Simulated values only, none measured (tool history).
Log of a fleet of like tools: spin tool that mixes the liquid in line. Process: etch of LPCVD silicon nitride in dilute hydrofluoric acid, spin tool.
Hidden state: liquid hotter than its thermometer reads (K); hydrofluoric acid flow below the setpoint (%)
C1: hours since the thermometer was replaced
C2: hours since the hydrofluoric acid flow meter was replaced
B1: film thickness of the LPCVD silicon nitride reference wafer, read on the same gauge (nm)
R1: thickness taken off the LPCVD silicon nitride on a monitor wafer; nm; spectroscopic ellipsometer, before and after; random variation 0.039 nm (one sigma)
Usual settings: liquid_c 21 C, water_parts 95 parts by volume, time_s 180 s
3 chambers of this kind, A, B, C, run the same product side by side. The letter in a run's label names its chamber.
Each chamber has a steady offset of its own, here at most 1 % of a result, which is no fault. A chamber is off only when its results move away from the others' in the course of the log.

run 1C day=0.325 | liquid_c=21 water_parts=95 time_s=180 | C1=984.1 C2=228.1 | B1=100.020 | R1=0.80150
run 2A day=0.796 | liquid_c=21 water_parts=95 time_s=180 | C1=284.6 C2=128.1 | B1=99.993 | R1=0.73914
run 3B day=1.246 | liquid_c=21 water_parts=95 time_s=180 | C1=706.6 C2=816.7 | B1=100.020 | R1=0.76512
run 4C day=1.650 | liquid_c=21 water_parts=95 time_s=180 | C1=1015.9 C2=259.9 | B1=100.000 | R1=0.87476
run 5B day=1.929 | liquid_c=21 water_parts=95 time_s=180 | C1=723.0 C2=833.1 | B1=99.987 | R1=0.78007
run 6A day=2.350 | liquid_c=21 water_parts=95 time_s=180 | C1=321.9 C2=165.4 | B1=100.030 | R1=0.82363
run 7B day=2.754 | liquid_c=21 water_parts=95 time_s=180 | C1=742.8 C2=852.9 | B1=100.010 | R1=0.83534
run 8C day=3.229 | liquid_c=21 water_parts=95 time_s=180 | C1=1053.8 C2=297.8 | B1=100.010 | R1=0.79285
run 9A day=3.746 | liquid_c=21 water_parts=95 time_s=180 | C1=355.4 C2=198.9 | B1=100.020 | R1=0.73644
run 10A day=4.250 | liquid_c=21 water_parts=95 time_s=180 | C1=367.5 C2=211.0 | B1=100.010 | R1=0.74597
run 11B day=4.725 | liquid_c=21 water_parts=95 time_s=180 | C1=790.1 C2=900.2 | B1=100.020 | R1=0.78729
run 12C day=5.042 | liquid_c=21 water_parts=95 time_s=180 | C1=1097.3 C2=341.3 | B1=99.977 | R1=0.80121
-- day=5.392 chamber B: hydrofluoric acid flow meter replaced
run 13A day=5.575 | liquid_c=21 water_parts=95 time_s=180 | C1=399.3 C2=242.8 | B1=99.976 | R1=0.79045
run 14C day=5.825 | liquid_c=21 water_parts=95 time_s=180 | C1=1116.1 C2=360.1 | B1=100.020 | R1=0.88919
run 15B day=6.325 | liquid_c=21 water_parts=95 time_s=180 | C1=828.5 C2=22.5 | B1=100.040 | R1=0.83440
run 16B day=6.754 | liquid_c=21 water_parts=95 time_s=180 | C1=838.8 C2=32.8 | B1=100.010 | R1=0.81597
run 17A day=7.229 | liquid_c=21 water_parts=95 time_s=180 | C1=439.0 C2=282.5 | B1=99.960 | R1=0.83850
run 18C day=7.762 | liquid_c=21 water_parts=95 time_s=180 | C1=1162.6 C2=406.6 | B1=99.968 | R1=0.84588
run 19C day=8.142 | liquid_c=21 water_parts=95 time_s=180 | C1=1171.7 C2=415.7 | B1=100.010 | R1=0.78500
run 20A day=8.646 | liquid_c=21 water_parts=95 time_s=180 | C1=473.0 C2=316.5 | B1=100.000 | R1=0.83491
run 21B day=9.038 | liquid_c=21 water_parts=95 time_s=180 | C1=893.6 C2=87.6 | B1=99.993 | R1=0.78344
run 22A day=9.342 | liquid_c=21 water_parts=95 time_s=180 | C1=489.7 C2=333.2 | B1=99.993 | R1=0.84169
run 23C day=9.904 | liquid_c=21 water_parts=95 time_s=180 | C1=1214.0 C2=458.0 | B1=100.040 | R1=0.80957
run 24B day=10.342 | liquid_c=21 water_parts=95 time_s=180 | C1=924.9 C2=118.9 | B1=100.030 | R1=0.82385
run 25B day=10.658 | liquid_c=21 water_parts=95 time_s=180 | C1=932.5 C2=126.5 | B1=100.010 | R1=0.76677
run 26C day=11.112 | liquid_c=21 water_parts=95 time_s=180 | C1=1243.0 C2=487.0 | B1=100.020 | R1=0.82823
run 27A day=11.462 | liquid_c=21 water_parts=95 time_s=180 | C1=540.6 C2=384.1 | B1=100.030 | R1=0.80908
run 28B day=11.871 | liquid_c=21 water_parts=95 time_s=180 | C1=961.6 C2=155.6 | B1=99.993 | R1=0.75263
run 29C day=12.125 | liquid_c=21 water_parts=95 time_s=180 | C1=1267.3 C2=511.3 | B1=100.000 | R1=0.82782
run 30A day=12.408 | liquid_c=21 water_parts=95 time_s=180 | C1=563.3 C2=406.8 | B1=99.999 | R1=0.81164
run 31A day=12.804 | liquid_c=21 water_parts=130 time_s=180 | C1=572.8 C2=416.3 | B1=100.020 | R1=0.58565
run 32C day=13.212 | liquid_c=21 water_parts=130 time_s=180 | C1=1293.4 C2=537.4 | B1=99.959 | R1=0.60902
run 33B day=13.612 | liquid_c=21 water_parts=130 time_s=180 | C1=1003.4 C2=197.4 | B1=100.040 | R1=0.58466
-- day=13.654 chamber C: hydrofluoric acid flow meter replaced
run 34B day=14.142 | liquid_c=21 water_parts=95 time_s=180 | C1=1016.1 C2=210.1 | B1=99.977 | R1=0.91246
run 35C day=14.592 | liquid_c=21 water_parts=95 time_s=180 | C1=1326.5 C2=22.6 | B1=100.060 | R1=0.73849
run 36A day=14.958 | liquid_c=21 water_parts=95 time_s=180 | C1=624.5 C2=468.0 | B1=99.966 | R1=0.76235

Next, every chamber runs the same settings. What will each give?
run 37A day=15.362 | liquid_c=21 water_parts=95 time_s=180 | R1=?
run 37B day=15.362 | liquid_c=21 water_parts=95 time_s=180 | R1=?
run 37C day=15.362 | liquid_c=21 water_parts=95 time_s=180 | R1=?

run=37A R1=0.81530
run=37B R1=0.81719
run=37C R1=0.79781

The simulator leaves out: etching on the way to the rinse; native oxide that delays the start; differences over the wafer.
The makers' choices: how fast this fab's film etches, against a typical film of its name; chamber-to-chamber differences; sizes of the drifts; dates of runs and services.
